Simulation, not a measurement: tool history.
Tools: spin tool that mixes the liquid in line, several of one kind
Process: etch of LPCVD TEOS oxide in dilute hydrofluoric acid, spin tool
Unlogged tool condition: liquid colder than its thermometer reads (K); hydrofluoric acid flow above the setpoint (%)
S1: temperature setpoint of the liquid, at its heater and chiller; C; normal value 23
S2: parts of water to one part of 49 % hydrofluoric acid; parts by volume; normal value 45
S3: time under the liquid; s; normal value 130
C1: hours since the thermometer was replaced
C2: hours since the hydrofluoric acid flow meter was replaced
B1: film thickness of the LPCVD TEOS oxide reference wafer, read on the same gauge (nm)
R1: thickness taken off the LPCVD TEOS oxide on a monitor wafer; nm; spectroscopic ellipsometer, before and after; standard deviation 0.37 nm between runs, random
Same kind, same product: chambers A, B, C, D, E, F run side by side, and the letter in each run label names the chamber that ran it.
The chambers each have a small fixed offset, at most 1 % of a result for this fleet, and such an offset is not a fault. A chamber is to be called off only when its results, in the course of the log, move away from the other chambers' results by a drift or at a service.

-- day=0.075 chamber A: thermometer replaced
-- day=0.096 chamber A: hydrofluoric acid flow meter replaced
run 1D day=0.379 | S1=23 S2=45 S3=130 | C1=416.6 C2=841.4 | B1=49.982 | R1=49.323
run 2F day=0.983 | S1=23 S2=45 S3=130 | C1=234 C2=680.3 | B1=49.999 | R1=50.426
run 3C day=1.617 | S1=23 S2=45 S3=130 | C1=355.6 C2=1409.1 | B1=49.992 | R1=49.883
run 4E day=2.133 | S1=23 S2=45 S3=130 | C1=1721.8 C2=946.3 | B1=50.033 | R1=49.326
run 5A day=2.679 | S1=23 S2=45 S3=130 | C1=62.5 C2=62.1 | B1=50.023 | R1=49.971
run 6B day=3.167 | S1=23 S2=45 S3=70 | C1=1935.1 C2=126.5 | B1=49.976 | R1=26.701
run 7A day=3.679 | S1=23 S2=45 S3=70 | C1=86.5 C2=86.1 | B1=49.976 | R1=27.042
run 8C day=4.071 | S1=23 S2=45 S3=70 | C1=414.5 C2=1468 | B1=50.003 | R1=26.822
run 9D day=4.529 | S1=23 S2=45 S3=70 | C1=516.2 C2=941 | B1=50.004 | R1=27.235
run 10E day=5.071 | S1=23 S2=45 S3=70 | C1=1792.3 C2=1016.8 | B1=49.976 | R1=26.773
run 11F day=5.588 | S1=23 S2=45 S3=70 | C1=344.5 C2=790.8 | B1=49.983 | R1=27.293
run 12B day=5.979 | S1=23 S2=45 S3=130 | C1=2002.6 C2=194 | B1=49.98 | R1=49.981
run 13A day=6.262 | S1=23 S2=45 S3=130 | C1=148.5 C2=148.1 | B1=49.991 | R1=50.241
-- day=6.296 chamber D: thermometer replaced
run 14D day=6.817 | S1=23 S2=45 S3=130 | C1=12.6 C2=995.9 | B1=49.971 | R1=50.473
run 15E day=7.358 | S1=23 S2=45 S3=130 | C1=1847.2 C2=1071.7 | B1=50.007 | R1=49.937
-- day=7.712 chamber E: hydrofluoric acid flow meter replaced
run 16C day=7.992 | S1=26 S2=60 S3=130 | C1=508.6 C2=1562.1 | B1=50.036 | R1=41.648
run 17B day=8.617 | S1=26 S2=60 S3=130 | C1=2065.9 C2=257.3 | B1=49.99 | R1=41.477
run 18F day=8.975 | S1=26 S2=60 S3=130 | C1=425.8 C2=872.1 | B1=50.017 | R1=42.033
run 19C day=9.421 | S1=26 S2=60 S3=130 | C1=542.9 C2=1596.4 | B1=49.992 | R1=42.249
-- day=9.825 chamber C: hydrofluoric acid flow meter replaced
run 20B day=9.854 | S1=26 S2=60 S3=130 | C1=2095.6 C2=287 | B1=49.981 | R1=41.593
run 21D day=10.204 | S1=26 S2=60 S3=130 | C1=93.9 C2=1077.2 | B1=50.012 | R1=43.069
run 22A day=10.708 | S1=23 S2=45 S3=130 | C1=255.2 C2=254.8 | B1=49.993 | R1=49.894
run 23F day=11.096 | S1=23 S2=45 S3=180 | C1=476.7 C2=923 | B1=49.976 | R1=68.951
run 24E day=11.521 | S1=23 S2=45 S3=180 | C1=1947.1 C2=91.5 | B1=49.995 | R1=68.651
run 25C day=11.954 | S1=23 S2=45 S3=180 | C1=603.7 C2=51.2 | B1=50.014 | R1=69.371
run 26A day=12.504 | S1=23 S2=45 S3=180 | C1=298.3 C2=297.9 | B1=49.999 | R1=69.629
run 27D day=12.929 | S1=23 S2=45 S3=180 | C1=159.3 C2=1142.6 | B1=50.027 | R1=71.618
run 28E day=13.321 | S1=23 S2=45 S3=180 | C1=1990.3 C2=134.7 | B1=49.994 | R1=69.045
run 29F day=13.696 | S1=23 S2=45 S3=130 | C1=539.1 C2=985.4 | B1=49.989 | R1=50.418
run 30B day=14.229 | S1=23 S2=45 S3=130 | C1=2200.6 C2=392 | B1=50.026 | R1=50.065
run 31A day=14.679 | S1=23 S2=45 S3=130 | C1=350.5 C2=350.1 | B1=49.95 | R1=49.726
run 32C day=15.033 | S1=23 S2=45 S3=130 | C1=677.6 C2=125.1 | B1=49.999 | R1=49.818
run 33D day=15.488 | S1=23 S2=45 S3=130 | C1=220.7 C2=1204 | B1=49.989 | R1=53.206
run 34E day=15.829 | S1=23 S2=45 S3=130 | C1=2050.5 C2=194.9 | B1=50.018 | R1=49.409
run 35F day=16.304 | S1=23 S2=45 S3=130 | C1=601.7 C2=1048 | B1=50 | R1=50.538
run 36B day=16.954 | S1=23 S2=45 S3=130 | C1=2266 C2=457.4 | B1=50.016 | R1=50.18
run 37E day=17.346 | S1=23 S2=45 S3=130 | C1=2086.9 C2=231.3 | B1=49.965 | R1=49.774
-- day=17.671 chamber B: thermometer replaced
run 38D day=17.954 | S1=25 S2=45 S3=130 | C1=279.9 C2=1263.2 | B1=50 | R1=57.693
run 39A day=18.321 | S1=25 S2=45 S3=130 | C1=437.9 C2=437.5 | B1=50.001 | R1=53.747
run 40F day=18.796 | S1=25 S2=45 S3=130 | C1=661.5 C2=1107.8 | B1=49.998 | R1=54.041
run 41B day=19.312 | S1=25 S2=45 S3=130 | C1=39.4 C2=514 | B1=49.992 | R1=55.19
run 42C day=19.738 | S1=25 S2=45 S3=130 | C1=790.5 C2=238 | B1=49.957 | R1=53.642

Next, every chamber runs the same settings. What will each give?
run 43A day=20.204 | S1=23 S2=45 S3=130 | R1=?
run 43B day=20.204 | S1=23 S2=45 S3=130 | R1=?
run 43C day=20.204 | S1=23 S2=45 S3=130 | R1=?
run 43D day=20.204 | S1=23 S2=45 S3=130 | R1=?
run 43E day=20.204 | S1=23 S2=45 S3=130 | R1=?
run 43F day=20.204 | S1=23 S2=45 S3=130 | R1=?

run=43A R1=49.715
run=43B R1=49.951
run=43C R1=49.81
run=43D R1=53.968
run=43E R1=49.414
run=43F R1=50.169
